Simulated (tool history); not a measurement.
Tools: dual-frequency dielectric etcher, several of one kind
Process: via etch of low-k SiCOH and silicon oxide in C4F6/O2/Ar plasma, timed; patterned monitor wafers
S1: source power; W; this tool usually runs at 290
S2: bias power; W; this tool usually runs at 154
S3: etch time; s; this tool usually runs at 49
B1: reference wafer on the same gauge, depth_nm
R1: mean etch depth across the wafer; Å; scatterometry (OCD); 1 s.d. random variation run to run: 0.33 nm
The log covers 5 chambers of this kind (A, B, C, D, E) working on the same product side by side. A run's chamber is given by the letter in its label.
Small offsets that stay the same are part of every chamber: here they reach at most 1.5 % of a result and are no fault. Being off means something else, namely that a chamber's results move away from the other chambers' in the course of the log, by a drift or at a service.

run	hour	S1	S2	S3	B1	R1
1C	8.9	290	154	49	80.307	971.84
2E	15.6	290	154	49	80.410	970.67
3A	24.9	290	154	49	80.266	982.63
4B	38.0	290	154	49	80.231	967.86
5D	50.4	290	154	49	80.345	975.39
6C	57.7	290	154	49	80.334	974.86
7B	69.9	290	154	49	80.296	958.01
# hour 71.5: chamber C: wet clean of the chamber
8D	84.0	290	154	49	80.368	977.75
9E	90.6	290	154	49	80.321	974.94
10A	97.3	290	154	49	80.326	981.44
11D	104.0	290	154	49	80.285	975.65
12C	112.9	230	119	49	80.334	823.88
13E	122.6	230	119	49	80.318	816.45
14B	135.1	230	119	49	80.313	808.64
15A	143.2	230	119	49	80.269	826.63
16D	155.8	230	119	49	80.329	825.29
17B	168.6	290	154	49	80.322	961.18
18C	179.0	290	134	49	80.312	935.24
19E	192.2	290	134	49	80.248	929.51
20A	200.2	290	134	49	80.341	942.90
# hour 211.1: chamber D: wet clean of the chamber
21C	211.5	290	134	49	80.294	936.58
22A	221.8	290	134	49	80.264	941.93
23E	228.8	290	154	49	80.282	972.66
# hour 239.1: chamber A: wet clean of the chamber
24B	242.4	290	154	49	80.381	968.60
25D	253.7	290	154	49	80.276	971.92
# hour 257.3: chamber E: wet clean of the chamber
26D	262.8	290	154	49	80.278	977.08
27B	277.7	290	154	49	80.350	958.74
28A	292.3	290	154	49	80.299	979.99
29C	299.0	290	154	49	80.309	969.79
30E	306.8	290	154	49	80.367	1012.30
31C	319.7	290	154	49	80.413	977.25
32B	331.9	290	154	49	80.367	959.66
33A	338.7	290	154	49	80.224	982.42
34D	353.3	290	154	49	80.341	976.74
35E	360.5	290	154	49	80.305	1015.10
36B	371.7	290	154	49	80.323	969.17
# hour 379.1: chamber B: wet clean of the chamber
37C	380.3	290	154	41	80.236	812.30
# hour 385.6: chamber A: source power generator calibrated
38E	394.5	290	154	41	80.386	852.45
39A	406.6	290	154	41	80.341	821.01
40D	413.1	290	154	41	80.296	811.55
41E	425.4	290	154	41	80.305	847.42
42B	433.0	290	171	37	80.323	754.58
43D	443.4	290	171	37	80.266	759.94
44C	453.0	290	171	37	80.336	757.52

Next, every chamber runs the same settings. What will each give?
45A	463.8	290	154	49		?
45B	463.8	290	154	49		?
45C	463.8	290	154	49		?
45D	463.8	290	154	49		?
45E	463.8	290	154	49		?

run	R1
45A	979.45
45B	963.26
45C	974.80
45D	976.50
45E	1014.50

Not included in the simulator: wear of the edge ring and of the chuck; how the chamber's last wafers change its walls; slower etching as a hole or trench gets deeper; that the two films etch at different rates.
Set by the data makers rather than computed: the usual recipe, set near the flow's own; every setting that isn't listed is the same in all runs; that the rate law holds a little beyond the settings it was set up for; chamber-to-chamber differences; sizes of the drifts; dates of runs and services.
